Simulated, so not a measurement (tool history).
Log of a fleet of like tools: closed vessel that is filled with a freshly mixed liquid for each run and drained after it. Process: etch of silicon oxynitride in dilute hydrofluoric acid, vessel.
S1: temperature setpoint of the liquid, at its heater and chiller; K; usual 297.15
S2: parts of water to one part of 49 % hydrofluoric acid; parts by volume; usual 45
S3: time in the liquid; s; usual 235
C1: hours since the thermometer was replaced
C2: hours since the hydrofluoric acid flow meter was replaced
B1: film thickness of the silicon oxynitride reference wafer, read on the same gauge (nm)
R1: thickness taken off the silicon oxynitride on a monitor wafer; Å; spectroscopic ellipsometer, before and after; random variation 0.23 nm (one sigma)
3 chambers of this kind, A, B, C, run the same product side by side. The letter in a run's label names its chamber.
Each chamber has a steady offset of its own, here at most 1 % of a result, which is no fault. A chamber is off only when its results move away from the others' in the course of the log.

Run 1B, hour 4.3: usual settings; C1 2381.4; C2 1359.5; B1 110.00. Result: R1 252.41 Å.
Run 2A, hour 8.0: usual settings; C1 1372.2; C2 356.8; B1 109.98. Result: R1 249.34 Å.
Run 3C, hour 12.6: usual settings; C1 187.1; C2 412.8; B1 109.99. Result: R1 253.82 Å.
Run 4B, hour 16.4: usual settings; C1 2393.5; C2 1371.6; B1 110.00. Result: R1 250.84 Å.
Run 5C, hour 23.2: usual settings; C1 197.7; C2 423.4; B1 110.01. Result: R1 254.10 Å.
Run 6A, hour 30.1: usual settings; C1 1394.3; C2 378.9; B1 109.97. Result: R1 253.51 Å.
Run 7B, hour 33.6: usual settings; C1 2410.7; C2 1388.8; B1 110.01. Result: R1 252.22 Å.
Run 8A, hour 40.1: usual settings; C1 1404.3; C2 388.9; B1 110.03. Result: R1 250.71 Å.
Run 9C, hour 44.0: usual settings; C1 218.5; C2 444.2; B1 110.01. Result: R1 250.10 Å.
Run 10C, hour 49.1: usual settings but S1 301.15 K, S3 140 s; C1 223.6; C2 449.3; B1 109.99. Result: R1 176.52 Å.
Run 11B, hour 52.7: usual settings but S1 301.15 K, S3 140 s; C1 2429.8; C2 1407.9; B1 110.00. Result: R1 182.17 Å.
Run 12A, hour 56.2: usual settings but S1 301.15 K, S3 140 s; C1 1420.4; C2 405.0; B1 109.99. Result: R1 179.11 Å.
Run 13B, hour 62.4: usual settings; C1 2439.5; C2 1417.6; B1 110.02. Result: R1 252.89 Å.
Run 14A, hour 65.9: usual settings; C1 1430.1; C2 414.7; B1 109.98. Result: R1 254.02 Å.
Run 15C, hour 68.9: usual settings; C1 243.4; C2 469.1; B1 110.02. Result: R1 241.12 Å.
Run 16C, hour 75.5: usual settings; C1 250.0; C2 475.7; B1 110.00. Result: R1 243.45 Å.
Run 17B, hour 80.7: usual settings; C1 2457.8; C2 1435.9; B1 110.01. Result: R1 247.09 Å.
Run 18A, hour 87.0: usual settings; C1 1451.2; C2 435.8; B1 110.02. Result: R1 250.44 Å.
Run 19A, hour 90.9: usual settings; C1 1455.1; C2 439.7; B1 110.02. Result: R1 247.63 Å.
Run 20C, hour 96.0: usual settings but S3 155 s; C1 270.5; C2 496.2; B1 110.00. Result: R1 155.81 Å.
Run 21B, hour 99.7: usual settings but S3 155 s; C1 2476.8; C2 1454.9; B1 110.01. Result: R1 165.40 Å.
Run 22B, hour 103.8: usual settings but S3 155 s; C1 2480.9; C2 1459.0; B1 110.01. Result: R1 164.63 Å.
Run 23A, hour 108.4: usual settings; C1 1472.6; C2 457.2; B1 110.04. Result: R1 251.58 Å.
Run 24C, hour 113.9: usual settings; C1 288.4; C2 514.1; B1 109.98. Result: R1 231.67 Å.
Run 25A, hour 117.3: usual settings but S3 165 s; C1 1481.5; C2 466.1; B1 109.99. Result: R1 172.22 Å.
At hour 118.2: chamber B: thermometer replaced.
Run 26B, hour 122.9: usual settings but S3 165 s; C1 4.7; C2 1478.1; B1 109.98. Result: R1 179.80 Å.
Run 27C, hour 129.8: usual settings but S3 165 s; C1 304.3; C2 530.0; B1 110.00. Result: R1 160.52 Å.

Is one chamber off against the others, does the gauge drift, or is nothing wrong? If a chamber is off, say which, and what the likeliest cause is.

Chamber C drifts away from the others.
Cause: hydrofluoric acid flow below the setpoint (%) = 8.64.
The log may not tell that from: liquid colder than its thermometer reads (K).

Here are 4 candidates for chamber C's next run, each the usual settings with a change, their results left as question marks. Which one brings its results back in line with what the others give on the usual settings?
In line means no further than this from the other chambers' mean on the usual settings: R1 8.00 Å
Run 28C-1, hour 134.8: usual settings but S3 230 s. Result: R1 ?.
Run 28C-2, hour 134.8: usual settings but S3 240 s. Result: R1 ?.
Run 28C-3, hour 134.8: usual settings but S1 299.15 K. Result: R1 ?.
Run 28C-4, hour 134.8: usual settings but S3 215 s. Result: R1 ?.

The other chambers' mean on the usual settings: R1 251.69 Å
  run      R1
28C-1  224.83
28C-2  234.61
28C-3  253.09
28C-4  210.17
28C-3 brings the chamber back in line.

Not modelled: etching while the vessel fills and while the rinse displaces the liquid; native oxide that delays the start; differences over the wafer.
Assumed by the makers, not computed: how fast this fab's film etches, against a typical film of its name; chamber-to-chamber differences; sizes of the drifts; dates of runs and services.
